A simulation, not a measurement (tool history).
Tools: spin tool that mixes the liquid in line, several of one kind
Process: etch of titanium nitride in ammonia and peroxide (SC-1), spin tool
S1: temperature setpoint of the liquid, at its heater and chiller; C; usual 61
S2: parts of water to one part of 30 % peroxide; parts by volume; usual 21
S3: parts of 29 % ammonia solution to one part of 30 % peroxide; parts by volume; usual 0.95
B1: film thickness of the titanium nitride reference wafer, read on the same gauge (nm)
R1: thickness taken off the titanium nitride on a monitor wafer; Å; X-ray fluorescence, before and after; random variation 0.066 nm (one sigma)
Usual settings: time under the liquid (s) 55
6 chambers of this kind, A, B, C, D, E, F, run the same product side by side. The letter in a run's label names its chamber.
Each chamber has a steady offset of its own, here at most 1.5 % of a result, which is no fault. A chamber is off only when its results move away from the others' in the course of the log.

Run 1D, hour 5.3: usual settings; B1 110. Result: R1 92.272 Å.
Run 2E, hour 11: usual settings; B1 110.01. Result: R1 91.003 Å.
Run 3C, hour 18.6: usual settings; B1 110.01. Result: R1 93.012 Å.
At hour 20.7: chamber A: heated supply line repaired.
Run 4B, hour 26.6: usual settings; B1 109.99. Result: R1 92.27 Å.
Run 5A, hour 31.6: usual settings; B1 110.01. Result: R1 90.227 Å.
Run 6F, hour 38.8: usual settings; B1 110.01. Result: R1 92.164 Å.
Run 7F, hour 46.9: usual settings; B1 110.01. Result: R1 92.063 Å.
Run 8A, hour 56.3: usual settings; B1 110. Result: R1 90.886 Å.
Run 9B, hour 64.9: usual settings; B1 109.99. Result: R1 91.973 Å.
Run 10C, hour 74.5: usual settings; B1 110.01. Result: R1 92.867 Å.
Run 11D, hour 80.6: usual settings; B1 110. Result: R1 91.432 Å.
Run 12E, hour 90.8: usual settings but S1 66.5 C; B1 110. Result: R1 131.84 Å.
Run 13A, hour 100.2: usual settings but S1 66.5 C; B1 110.01. Result: R1 129.91 Å.
Run 14F, hour 105.4: usual settings but S1 66.5 C; B1 109.99. Result: R1 130.19 Å.
Run 15B, hour 111: usual settings but S1 66.5 C; B1 110.01. Result: R1 129.42 Å.
Run 16D, hour 117.4: usual settings but S1 66.5 C; B1 110. Result: R1 131.69 Å.
Run 17E, hour 125.5: usual settings but S1 66.5 C; B1 110.01. Result: R1 129.52 Å.
At hour 126.6: chamber D: heated supply line repaired.
Run 18C, hour 135.8: usual settings but S1 55 C; B1 110. Result: R1 61.317 Å.
Run 19C, hour 142.1: usual settings but S1 55 C; B1 110. Result: R1 62.135 Å.
Run 20A, hour 148: usual settings but S1 55 C; B1 110.01. Result: R1 60.952 Å.
Run 21D, hour 158.8: usual settings but S1 55 C; B1 110.01. Result: R1 61.674 Å.
Run 22E, hour 168.8: usual settings but S1 55 C; B1 110. Result: R1 60.757 Å.
Run 23F, hour 173.8: usual settings but S1 55 C; B1 109.99. Result: R1 60.667 Å.
Run 24B, hour 183.4: usual settings; B1 110.01. Result: R1 92.726 Å.
At hour 184.7: chamber D: new drum of ammonia solution connected.
Run 25E, hour 192.1: usual settings; B1 110. Result: R1 91.551 Å.
Run 26A, hour 199.3: usual settings; B1 110.02. Result: R1 91.514 Å.
Run 27C, hour 207.4: usual settings; B1 109.99. Result: R1 92.988 Å.
At hour 209.2: chamber B: ammonia flow meter replaced.
Run 28B, hour 213: usual settings; B1 110. Result: R1 91.453 Å.
Run 29D, hour 220.5: usual settings; B1 110. Result: R1 91.999 Å.
At hour 226.7: chamber C: new drum of ammonia solution connected.
Run 30F, hour 230.7: usual settings; B1 110.01. Result: R1 88.825 Å.
At hour 238: chamber F: new drum of ammonia solution connected.
Run 31D, hour 239.4: usual settings; B1 110. Result: R1 91.752 Å.
At hour 242.8: chamber B: thermometer replaced.
Run 32E, hour 248.1: usual settings but S1 57 C, S3 1.2 parts by volume; B1 110. Result: R1 72.573 Å.
At hour 253.4: chamber A: new drum of ammonia solution connected.
Run 33C, hour 253.8: usual settings but S1 57 C, S3 1.2 parts by volume; B1 110. Result: R1 73.529 Å.
Run 34A, hour 262.8: usual settings but S1 57 C, S3 1.2 parts by volume; B1 110. Result: R1 73.524 Å.
Run 35B, hour 273.2: usual settings but S1 57 C, S3 1.2 parts by volume; B1 110. Result: R1 73.534 Å.
Run 36F, hour 280.1: usual settings but S1 57 C, S3 1.2 parts by volume; B1 110.01. Result: R1 70.364 Å.
Run 37D, hour 286.9: usual settings but S1 57 C, S3 1.2 parts by volume; B1 110. Result: R1 74.237 Å.
Run 38C, hour 297.5: usual settings; B1 110. Result: R1 93.081 Å.
Run 39A, hour 305.2: usual settings; B1 109.99. Result: R1 92.467 Å.
Run 40F, hour 311.5: usual settings; B1 109.99. Result: R1 87.158 Å.

All 6 chambers run these settings next. Forecast each chamber's results:
Run 41A, hour 319.2: usual settings. Result: R1 ?.
Run 41B, hour 319.2: usual settings. Result: R1 ?.
Run 41C, hour 319.2: usual settings. Result: R1 ?.
Run 41D, hour 319.2: usual settings. Result: R1 ?.
Run 41E, hour 319.2: usual settings. Result: R1 ?.
Run 41F, hour 319.2: usual settings. Result: R1 ?.

run      R1
41A  91.107
41B  91.697
41C  91.437
41D  92.003
41E  90.885
41F  86.947
